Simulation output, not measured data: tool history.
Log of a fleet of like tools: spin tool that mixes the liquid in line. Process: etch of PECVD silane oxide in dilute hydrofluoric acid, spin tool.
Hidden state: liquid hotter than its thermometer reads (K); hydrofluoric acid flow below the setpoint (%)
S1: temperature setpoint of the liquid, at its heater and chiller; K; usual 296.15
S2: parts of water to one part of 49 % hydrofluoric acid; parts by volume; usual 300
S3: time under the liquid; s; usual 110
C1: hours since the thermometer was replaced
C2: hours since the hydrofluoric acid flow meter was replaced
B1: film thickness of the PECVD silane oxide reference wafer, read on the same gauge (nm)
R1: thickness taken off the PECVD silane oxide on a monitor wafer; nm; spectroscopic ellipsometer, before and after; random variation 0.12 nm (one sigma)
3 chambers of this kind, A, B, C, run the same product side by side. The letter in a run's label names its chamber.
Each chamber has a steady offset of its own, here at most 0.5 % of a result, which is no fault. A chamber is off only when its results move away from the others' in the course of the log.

run 1B hour=4.9 | S1=296.15 S2=300 S3=110 | C1=378.6 C2=339.0 | B1=130.00 | R1=14.215
run 2C hour=9.2 | S1=296.15 S2=300 S3=110 | C1=129.4 C2=1870.3 | B1=129.97 | R1=14.232
run 3A hour=12.6 | S1=296.15 S2=300 S3=110 | C1=1252.7 C2=488.1 | B1=130.01 | R1=14.207
run 4C hour=15.9 | S1=296.15 S2=300 S3=110 | C1=136.1 C2=1877.0 | B1=130.02 | R1=14.125
run 5B hour=19.2 | S1=296.15 S2=300 S3=110 | C1=392.9 C2=353.3 | B1=130.00 | R1=14.338
run 6A hour=24.5 | S1=296.15 S2=300 S3=110 | C1=1264.6 C2=500.0 | B1=129.99 | R1=14.185
run 7C hour=27.4 | S1=296.15 S2=300 S3=110 | C1=147.6 C2=1888.5 | B1=130.04 | R1=14.096
run 8A hour=30.5 | S1=299.15 S2=240 S3=110 | C1=1270.6 C2=506.0 | B1=130.02 | R1=20.909
run 9B hour=33.3 | S1=299.15 S2=240 S3=110 | C1=407.0 C2=367.4 | B1=129.97 | R1=21.134
run 10B hour=37.0 | S1=299.15 S2=240 S3=110 | C1=410.7 C2=371.1 | B1=129.98 | R1=21.000
run 11C hour=40.0 | S1=296.15 S2=300 S3=110 | C1=160.2 C2=1901.1 | B1=130.04 | R1=14.252
run 12A hour=45.3 | S1=296.15 S2=300 S3=110 | C1=1285.4 C2=520.8 | B1=130.07 | R1=14.308
run 13C hour=48.8 | S1=296.15 S2=300 S3=110 | C1=169.0 C2=1909.9 | B1=129.97 | R1=14.192
run 14B hour=54.2 | S1=296.15 S2=300 S3=110 | C1=427.9 C2=388.3 | B1=129.96 | R1=14.094
run 15A hour=59.0 | S1=296.15 S2=300 S3=110 | C1=1299.1 C2=534.5 | B1=129.99 | R1=14.150
run 16A hour=63.1 | S1=296.15 S2=300 S3=110 | C1=1303.2 C2=538.6 | B1=130.00 | R1=14.261
run 17B hour=66.4 | S1=296.15 S2=300 S3=110 | C1=440.1 C2=400.5 | B1=130.07 | R1=13.856
run 18C hour=69.7 | S1=296.15 S2=300 S3=110 | C1=189.9 C2=1930.8 | B1=130.00 | R1=14.334
run 19A hour=73.4 | S1=296.15 S2=300 S3=110 | C1=1313.5 C2=548.9 | B1=129.98 | R1=14.100
run 20C hour=76.0 | S1=296.15 S2=300 S3=110 | C1=196.2 C2=1937.1 | B1=130.00 | R1=14.280
run 21B hour=79.7 | S1=296.15 S2=300 S3=110 | C1=453.4 C2=413.8 | B1=129.95 | R1=13.663
run 22C hour=82.8 | S1=296.15 S2=300 S3=110 | C1=203.0 C2=1943.9 | B1=129.97 | R1=14.324
-- hour=84.0 chamber C: hydrofluoric acid flow meter replaced
run 23B hour=87.1 | S1=296.15 S2=300 S3=110 | C1=460.8 C2=421.2 | B1=130.02 | R1=13.605
run 24A hour=92.1 | S1=296.15 S2=300 S3=110 | C1=1332.2 C2=567.6 | B1=130.06 | R1=14.152
run 25A hour=95.2 | S1=296.15 S2=300 S3=110 | C1=1335.3 C2=570.7 | B1=130.00 | R1=14.070
run 26C hour=100.5 | S1=296.15 S2=300 S3=110 | C1=220.7 C2=16.6 | B1=130.03 | R1=14.346
run 27B hour=104.7 | S1=296.15 S2=300 S3=110 | C1=478.4 C2=438.8 | B1=129.98 | R1=13.505
run 28B hour=109.2 | S1=296.15 S2=300 S3=110 | C1=482.9 C2=443.3 | B1=129.98 | R1=13.298
run 29C hour=113.3 | S1=296.15 S2=300 S3=110 | C1=233.5 C2=29.4 | B1=130.03 | R1=14.311
run 30A hour=117.8 | S1=296.15 S2=300 S3=110 | C1=1357.9 C2=593.3 | B1=130.03 | R1=14.147
run 31C hour=122.2 | S1=296.15 S2=300 S3=110 | C1=242.4 C2=38.3 | B1=130.01 | R1=14.400
run 32A hour=125.2 | S1=296.15 S2=300 S3=110 | C1=1365.3 C2=600.7 | B1=129.96 | R1=14.247
run 33B hour=129.2 | S1=296.15 S2=300 S3=110 | C1=502.9 C2=463.3 | B1=130.04 | R1=13.237
run 34A hour=134.5 | S1=296.15 S2=300 S3=110 | C1=1374.6 C2=610.0 | B1=129.97 | R1=14.142
run 35C hour=139.4 | S1=296.15 S2=300 S3=110 | C1=259.6 C2=55.5 | B1=129.99 | R1=14.330
run 36B hour=143.6 | S1=296.15 S2=300 S3=110 | C1=517.3 C2=477.7 | B1=129.97 | R1=12.894
run 37A hour=147.4 | S1=296.15 S2=300 S3=110 | C1=1387.5 C2=622.9 | B1=129.99 | R1=14.265
run 38C hour=152.3 | S1=296.15 S2=300 S3=110 | C1=272.5 C2=68.4 | B1=129.99 | R1=14.295
run 39B hour=155.2 | S1=296.15 S2=300 S3=110 | C1=528.9 C2=489.3 | B1=129.98 | R1=12.856
run 40A hour=159.3 | S1=296.15 S2=300 S3=110 | C1=1399.4 C2=634.8 | B1=130.00 | R1=14.180

Is one chamber off against the others, does the gauge drift, or is nothing wrong? If a chamber is off, say which, and what the likeliest cause is.

Chamber B drifts away from the others.
Cause: hydrofluoric acid flow below the setpoint (%) = 8.42.

Here are 4 candidates for chamber B's next run, each the usual settings with a change, their results left as question marks. Which one brings its results back in line with what the others give on the usual settings?
In line means no further than this from the other chambers' mean on the usual settings: R1 0.400 nm
run 41B-1 hour=163.2 | S1=296.15 S2=325 S3=110 | R1=?
run 41B-2 hour=163.2 | S1=295.65 S2=335 S3=110 | R1=?
run 41B-3 hour=163.2 | S1=299.15 S2=300 S3=110 | R1=?
run 41B-4 hour=163.2 | S1=296.15 S2=280 S3=120 | R1=?

The other chambers' mean on the usual settings: R1 14.250 nm
run=41B-1 R1=11.518
run=41B-2 R1=10.878
run=41B-3 R1=14.169
run=41B-4 R1=15.262
41B-3 brings the chamber back in line.
